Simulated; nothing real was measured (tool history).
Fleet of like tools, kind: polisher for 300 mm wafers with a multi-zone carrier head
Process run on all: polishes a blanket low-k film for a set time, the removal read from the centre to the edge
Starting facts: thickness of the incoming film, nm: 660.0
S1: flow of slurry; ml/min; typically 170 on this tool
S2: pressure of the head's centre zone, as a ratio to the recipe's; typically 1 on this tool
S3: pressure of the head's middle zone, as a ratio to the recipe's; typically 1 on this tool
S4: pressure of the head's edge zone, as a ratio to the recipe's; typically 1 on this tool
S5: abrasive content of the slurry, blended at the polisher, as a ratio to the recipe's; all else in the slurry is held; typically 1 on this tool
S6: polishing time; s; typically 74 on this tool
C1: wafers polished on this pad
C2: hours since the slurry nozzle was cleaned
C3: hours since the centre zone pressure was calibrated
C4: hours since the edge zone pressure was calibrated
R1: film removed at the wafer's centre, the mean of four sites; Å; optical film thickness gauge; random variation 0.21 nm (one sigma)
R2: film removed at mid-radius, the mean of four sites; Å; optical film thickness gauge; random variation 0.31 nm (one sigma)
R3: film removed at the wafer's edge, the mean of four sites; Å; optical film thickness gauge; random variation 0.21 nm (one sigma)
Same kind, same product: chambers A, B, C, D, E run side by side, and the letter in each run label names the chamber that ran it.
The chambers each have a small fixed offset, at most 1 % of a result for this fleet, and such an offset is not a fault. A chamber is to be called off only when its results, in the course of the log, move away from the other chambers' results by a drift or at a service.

run	day	S1	S2	S3	S4	S5	S6	C1	C2	C3	C4	R1	R2	R3
1D	0.492	170	1	1	1	1	74	549	116.7	276.5	402.4	307.45	308.6	301.52
# day 0.792: chamber A: worn pad replaced by a new one
2A	1.1	170	1	1	1	1	74	101	33.1	94	896.4	307.76	308.09	306.42
# day 1.204: chamber B: worn pad replaced by a new one
3C	1.433	170	1	1	1	1	74	581	217.4	421.7	251.1	316.57	304.82	314.01
4B	1.95	170	1	1	1	1	74	244	290.7	276.3	906	309.56	309.47	305.62
# day 2.138: chamber E: worn pad replaced by a new one
5E	2.312	170	1	1	1	1	74	57	238.3	253.3	67.3	304.31	311.72	310.35
6A	2.792	170	1	1	1	1	74	654	73.7	134.6	937	307.57	311.29	305.62
# day 2.862: chamber D: worn pad replaced by a new one
# day 3.254: chamber C: worn pad replaced by a new one
7B	3.392	170	1	1	1	1	74	716	325.3	310.9	940.6	310.16	310.17	310.5
8D	3.883	170	1	1	1	1	74	334	198.1	357.9	483.8	308.59	307.64	304.89
# day 3.946: chamber E: slurry nozzle cleaned
9C	4.429	170	1	1	1	1	74	384	289.3	493.6	323	307.61	308.36	313.73
# day 4.575: chamber B: worn pad replaced by a new one
# day 4.796: chamber A: worn pad replaced by a new one
# day 4.871: chamber C: slurry nozzle cleaned
10E	4.996	170	1	1	1	1	74	934	25.3	317.7	131.7	311.03	311.16	304.84
# day 5.338: chamber B: centre zone pressure recalibrated
11D	5.45	120	1	1	1	1	92	847	235.7	395.5	521.4	355.05	350.21	362.92
# day 5.579: chamber C: centre zone pressure recalibrated
# day 5.846: chamber E: worn pad replaced by a new one
12B	5.95	120	1	1	1	1	92	449	386.7	14.7	1002	350.31	359.91	362.71
# day 6.525: chamber C: worn pad replaced by a new one
13E	6.588	120	1	1	1	1	92	243	63.5	355.9	169.9	349.27	358.01	361.41
14A	7.025	120	1	1	1	1	92	729	175.3	236.2	1038.6	355.66	355.29	361.79
# day 7.062: chamber D: worn pad replaced by a new one
15C	7.621	120	1	1	1	1	92	359	66	49.1	399.6	370.76	356.25	367.58
16B	8.092	170	1	1	1	1	74	1150	438.1	66.1	1053.4	306.75	304.52	309.63
# day 8.454: chamber B: worn pad replaced by a new one
# day 8.467: chamber D: slurry nozzle cleaned
17D	8.529	170	1	1	1	1	74	479	1.5	469.4	595.3	312.26	309.45	303.99
# day 8.746: chamber B: edge zone pressure recalibrated
18E	8.929	170	1	1	1	1	74	1008	119.7	412.1	226.1	305.47	310.96	305.71
# day 8.996: chamber A: worn pad replaced by a new one
19A	9.412	170	1	1	1	1	74	136	232.6	293.5	1095.9	310.75	311.19	309.27
# day 9.671: chamber A: edge zone pressure recalibrated
20C	9.729	170	1.06	1	1	1	74	1048	116.6	99.7	450.2	343.01	307.27	310.75
# day 9.883: chamber E: worn pad replaced by a new one
# day 9.929: chamber C: worn pad replaced by a new one
21B	10.238	170	1.06	1	1	1	74	583	489.6	117.6	35.9	321.55	302.9	306.81
22C	10.546	170	1.06	1	1	1	74	202	136.2	119.3	469.8	345.68	308.22	311.01
23D	10.95	170	1.06	1	1	1	74	1271	59.6	527.5	653.4	328.29	310.04	304.84
# day 11.042: chamber D: worn pad replaced by a new one
24E	11.404	170	1.06	1	1	1	74	498	179.1	471.5	285.5	323.84	307.86	306.29
25A	11.875	170	1	1	1	1	74	942	291.7	352.6	53	307.9	304.85	305.47
# day 11.908: chamber B: worn pad replaced by a new one
# day 11.983: chamber A: slurry nozzle cleaned
26A	12.479	170	1	1	1	1	74	1139	12	367.1	67.5	301.23	302.72	305.53
27D	12.771	170	1	1	1	1	74	566	103.3	571.2	697.1	308.81	306.53	304.24
28C	13.321	170	1	1	1	1	74	1109	202.8	185.9	536.4	322.02	308.36	311.6
# day 13.367: chamber A: worn pad replaced by a new one
# day 13.725: chamber E: worn pad replaced by a new one
29B	13.738	170	1	1	1	1	74	598	573.6	201.6	119.9	305.38	307.97	307.97
# day 13.967: chamber C: worn pad replaced by a new one
# day 14.225: chamber E: slurry nozzle cleaned
30E	14.367	170	1	1	1	1	74	209	3.5	542.6	356.6	308.49	314.26	304.65
# day 14.733: chamber D: worn pad replaced by a new one
31D	14.979	170	1	1	1	1	74	81	156.3	624.2	750.1	312.72	306.28	305.84
# day 15.496: chamber B: worn pad replaced by a new one
32C	15.562	170	1	1	1	1	74	522	256.6	239.7	590.2	321.74	307.39	309.56
33B	15.854	150	1	1	1	1	74	117	624.4	252.4	170.7	297.86	303.24	301.78
# day 16.204: chamber E: edge zone pressure recalibrated
34E	16.338	150	1	1	1	1	74	854	50.8	589.9	3.2	302.24	304.19	302.36
35A	16.804	150	1	1	1	1	74	1123	115.8	470.9	171.3	298.93	303.82	301.87
36C	17.167	150	1	1	1	1	74	1046	295.1	278.2	628.7	314.25	305.91	308.28
# day 17.429: chamber E: worn pad replaced by a new one
37E	17.8	150	1	1	1	1	74	122	85.9	625	38.3	300.9	303.82	302.78
38D	18.45	170	1	1	1	1	74	1216	239.6	707.5	833.4	305.67	303.5	302.44

Each of the 5 chambers runs these same settings next. Fill in every chamber's results:
39A	18.925	170	1	1.09	1	1	74					?	?	?
39B	18.925	170	1	1.09	1	1	74					?	?	?
39C	18.925	170	1	1.09	1	1	74					?	?	?
39D	18.925	170	1	1.09	1	1	74					?	?	?
39E	18.925	170	1	1.09	1	1	74					?	?	?

run	R1	R2	R3
39A	303.19	331.03	308.32
39B	302.42	335.89	311.44
39C	326.17	333.22	311.03
39D	308.25	328.53	303.03
39E	307.72	341.32	309.26

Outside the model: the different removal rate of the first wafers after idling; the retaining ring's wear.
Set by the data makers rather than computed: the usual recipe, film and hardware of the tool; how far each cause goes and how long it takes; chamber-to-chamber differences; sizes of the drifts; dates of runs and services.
